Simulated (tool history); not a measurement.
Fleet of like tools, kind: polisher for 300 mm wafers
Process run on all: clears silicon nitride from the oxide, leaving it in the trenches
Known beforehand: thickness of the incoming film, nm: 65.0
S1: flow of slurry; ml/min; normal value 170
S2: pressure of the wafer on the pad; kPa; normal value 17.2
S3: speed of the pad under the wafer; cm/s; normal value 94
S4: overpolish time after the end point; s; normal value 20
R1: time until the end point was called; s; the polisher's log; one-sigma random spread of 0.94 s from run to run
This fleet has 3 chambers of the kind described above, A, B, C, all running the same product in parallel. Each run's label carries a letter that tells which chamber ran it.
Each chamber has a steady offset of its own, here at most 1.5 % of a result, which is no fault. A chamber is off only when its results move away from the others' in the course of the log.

{"run": "1B", "hour": 4.7, "S1": 170, "S2": 17.2, "S3": 94, "S4": 20, "R1": 82.07}
{"run": "2A", "hour": 8.2, "S1": 170, "S2": 17.2, "S3": 94, "S4": 20, "R1": 81.838}
{"run": "3C", "hour": 11.6, "S1": 170, "S2": 17.2, "S3": 94, "S4": 20, "R1": 82.484}
{"run": "4A", "hour": 15.3, "S1": 170, "S2": 17.2, "S3": 94, "S4": 20, "R1": 80.889}
{"run": "5B", "hour": 17.7, "S1": 170, "S2": 17.2, "S3": 94, "S4": 20, "R1": 81.991}
{"run": "6C", "hour": 22.6, "S1": 170, "S2": 17.2, "S3": 94, "S4": 20, "R1": 82.774}
{"run": "7A", "hour": 25.9, "S1": 170, "S2": 17.2, "S3": 94, "S4": 20, "R1": 82.711}
{"hour": 29.3, "done": "chamber B: worn pad replaced by a new one"}
{"run": "8B", "hour": 30.0, "S1": 170, "S2": 17.2, "S3": 94, "S4": 20, "R1": 81.126}
{"run": "9C", "hour": 32.3, "S1": 170, "S2": 17.2, "S3": 94, "S4": 20, "R1": 83.041}
{"hour": 33.8, "done": "chamber B: head pressure recalibrated"}
{"run": "10C", "hour": 36.0, "S1": 170, "S2": 17.2, "S3": 94, "S4": 20, "R1": 85.257}
{"hour": 36.8, "done": "chamber C: worn pad replaced by a new one"}
{"run": "11B", "hour": 38.8, "S1": 170, "S2": 17.2, "S3": 94, "S4": 20, "R1": 80.831}
{"run": "12A", "hour": 41.0, "S1": 195, "S2": 17.2, "S3": 94, "S4": 13, "R1": 80.705}
{"run": "13A", "hour": 45.0, "S1": 195, "S2": 17.2, "S3": 94, "S4": 13, "R1": 80.146}
{"run": "14B", "hour": 48.5, "S1": 195, "S2": 17.2, "S3": 94, "S4": 13, "R1": 77.718}
{"run": "15C", "hour": 52.3, "S1": 170, "S2": 17.2, "S3": 94, "S4": 20, "R1": 84.355}
{"run": "16B", "hour": 55.2, "S1": 170, "S2": 17.2, "S3": 94, "S4": 20, "R1": 83.536}
{"run": "17A", "hour": 59.7, "S1": 170, "S2": 17.2, "S3": 94, "S4": 20, "R1": 80.035}
{"run": "18C", "hour": 62.0, "S1": 170, "S2": 17.2, "S3": 94, "S4": 20, "R1": 84.43}
{"run": "19A", "hour": 64.8, "S1": 170, "S2": 17.2, "S3": 94, "S4": 20, "R1": 82.84}
{"run": "20C", "hour": 67.7, "S1": 170, "S2": 17.2, "S3": 94, "S4": 20, "R1": 85.708}
{"run": "21B", "hour": 70.9, "S1": 170, "S2": 17.2, "S3": 94, "S4": 20, "R1": 80.676}
{"hour": 71.5, "done": "chamber A: worn pad replaced by a new one"}
{"run": "22A", "hour": 75.5, "S1": 170, "S2": 17.2, "S3": 94, "S4": 20, "R1": 79.918}
{"run": "23B", "hour": 79.1, "S1": 170, "S2": 17.2, "S3": 94, "S4": 20, "R1": 81.551}
{"run": "24C", "hour": 83.0, "S1": 170, "S2": 17.2, "S3": 94, "S4": 20, "R1": 86.911}
{"run": "25C", "hour": 87.9, "S1": 170, "S2": 19.3, "S3": 94, "S4": 31, "R1": 78.302}
{"hour": 88.2, "done": "chamber C: worn pad replaced by a new one"}
{"run": "26A", "hour": 92.6, "S1": 170, "S2": 19.3, "S3": 94, "S4": 31, "R1": 72.816}
{"run": "27B", "hour": 94.7, "S1": 170, "S2": 19.3, "S3": 94, "S4": 31, "R1": 73.935}
{"run": "28B", "hour": 96.9, "S1": 170, "S2": 17.2, "S3": 94, "S4": 20, "R1": 81.832}
{"run": "29A", "hour": 99.7, "S1": 170, "S2": 17.2, "S3": 94, "S4": 20, "R1": 82.341}
{"run": "30C", "hour": 103.5, "S1": 170, "S2": 17.2, "S3": 94, "S4": 20, "R1": 87.368}
{"run": "31C", "hour": 106.3, "S1": 170, "S2": 17.2, "S3": 94, "S4": 20, "R1": 88.303}
{"hour": 109.8, "done": "chamber B: worn pad replaced by a new one"}
{"run": "32A", "hour": 110.6, "S1": 170, "S2": 17.2, "S3": 94, "S4": 20, "R1": 81.397}
{"run": "33B", "hour": 113.8, "S1": 170, "S2": 17.2, "S3": 94, "S4": 20, "R1": 81.182}
{"run": "34B", "hour": 116.7, "S1": 170, "S2": 14.5, "S3": 94, "S4": 13, "R1": 97.484}
{"run": "35A", "hour": 120.4, "S1": 170, "S2": 14.5, "S3": 94, "S4": 13, "R1": 96.981}
{"run": "36C", "hour": 123.3, "S1": 170, "S2": 14.5, "S3": 94, "S4": 13, "R1": 107.74}
{"run": "37A", "hour": 128.2, "S1": 170, "S2": 17.2, "S3": 94, "S4": 20, "R1": 81.819}
{"run": "38B", "hour": 130.6, "S1": 170, "S2": 17.2, "S3": 94, "S4": 20, "R1": 81.664}

Next, every chamber runs the same settings. What will each give?
{"run": "39A", "hour": 134.1, "S1": 150, "S2": 17.2, "S3": 94, "S4": 20, "R1": "?"}
{"run": "39B", "hour": 134.1, "S1": 150, "S2": 17.2, "S3": 94, "S4": 20, "R1": "?"}
{"run": "39C", "hour": 134.1, "S1": 150, "S2": 17.2, "S3": 94, "S4": 20, "R1": "?"}

run=39A R1=84.581
run=39B R1=82.893
run=39C R1=94.136

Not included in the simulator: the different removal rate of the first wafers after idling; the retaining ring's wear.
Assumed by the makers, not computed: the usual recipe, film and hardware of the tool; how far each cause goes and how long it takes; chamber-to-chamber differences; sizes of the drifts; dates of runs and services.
